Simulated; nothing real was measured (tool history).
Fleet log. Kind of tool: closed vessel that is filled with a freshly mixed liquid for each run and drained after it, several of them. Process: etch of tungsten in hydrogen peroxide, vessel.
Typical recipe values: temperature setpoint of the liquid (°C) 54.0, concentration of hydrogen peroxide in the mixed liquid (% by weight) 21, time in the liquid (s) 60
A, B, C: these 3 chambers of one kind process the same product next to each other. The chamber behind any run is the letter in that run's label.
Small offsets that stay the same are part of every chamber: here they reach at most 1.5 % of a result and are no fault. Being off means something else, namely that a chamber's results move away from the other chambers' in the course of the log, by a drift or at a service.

run	hour	temperature setpoint of the liquid (°C)	concentration of hydrogen peroxide in the mixed liquid (% by weight)	time in the liquid (s)	hours since the thermometer was replaced	hours since the peroxide flow meter was replaced	hours since the drum of peroxide was connected	read-back film thickness of the tungsten reference wafer, read on the same gauge (nm)	thickness taken off the tungsten on a monitor wafer (nm)
1C	15.7	54.0	21	60	112.8	349.4	279.3	79.994	121.440
# hour 24.2: chamber B: peroxide flow meter replaced
2A	31.5	54.0	21	60	115.9	1438.8	404.2	80.027	120.550
3B	39.4	54.0	21	60	948.5	15.2	516.1	80.000	120.250
4A	47.3	54.0	21	60	131.7	1454.6	420.0	79.994	121.060
5C	62.2	54.0	21	60	159.3	395.9	325.8	80.007	120.490
6B	73.0	54.0	21	60	982.1	48.8	549.7	80.000	119.780
7A	82.9	54.0	21	60	167.3	1490.2	455.6	79.989	123.090
8B	95.8	54.0	21	60	1004.9	71.6	572.5	80.009	120.720
9C	107.5	54.0	21	60	204.6	441.2	371.1	80.015	120.900
10A	122.1	46.0	21	60	206.5	1529.4	494.8	79.993	74.094
11C	131.2	46.0	21	60	228.3	464.9	394.8	80.007	74.631
12B	144.6	46.0	21	60	1053.7	120.4	621.3	79.997	73.696
13A	160.4	54.0	21	60	244.8	1567.7	533.1	79.995	121.880
14B	168.9	54.0	21	60	1078.0	144.7	645.6	79.990	120.320
15C	183.3	54.0	21	60	280.4	517.0	446.9	80.001	120.350
# hour 191.8: chamber B: thermometer replaced
16A	195.5	54.0	21	60	279.9	1602.8	568.2	80.008	120.710
# hour 195.9: chamber B: new drum of peroxide connected
17B	205.1	54.0	21	60	13.4	180.9	9.2	80.007	120.140
18C	219.3	54.0	21	60	316.4	553.0	482.9	80.015	120.300
19A	234.9	54.0	21	60	319.3	1642.2	607.6	80.009	122.780
20C	250.6	54.0	21	60	347.7	584.3	514.2	79.998	123.480
21B	257.5	58.5	21	60	65.8	233.3	61.6	80.007	157.770
22B	267.8	58.5	21	60	76.1	243.6	71.9	79.996	156.040
23A	275.4	58.5	21	60	359.8	1682.7	648.1	80.030	159.200
24C	290.2	54.0	21	60	387.3	623.9	553.8	80.014	122.090
25C	299.0	54.0	21	60	396.1	632.7	562.6	80.016	121.600
26A	311.0	54.0	21	60	395.4	1718.3	683.7	80.004	121.150
27B	318.0	54.0	21	60	126.3	293.8	122.1	79.991	119.920
28B	333.5	54.0	21	60	141.8	309.3	137.6	80.010	120.890
29C	342.2	54.0	21	60	439.3	675.9	605.8	80.005	121.100

For the next run the whole fleet of 3 chambers uses the same settings. Give each chamber's results:
30A	353.5	54.0	24	60					?
30B	353.5	54.0	24	60					?
30C	353.5	54.0	24	60					?

run	thickness taken off the tungsten on a monitor wafer (nm)
30A	130.520
30B	129.780
30C	130.870

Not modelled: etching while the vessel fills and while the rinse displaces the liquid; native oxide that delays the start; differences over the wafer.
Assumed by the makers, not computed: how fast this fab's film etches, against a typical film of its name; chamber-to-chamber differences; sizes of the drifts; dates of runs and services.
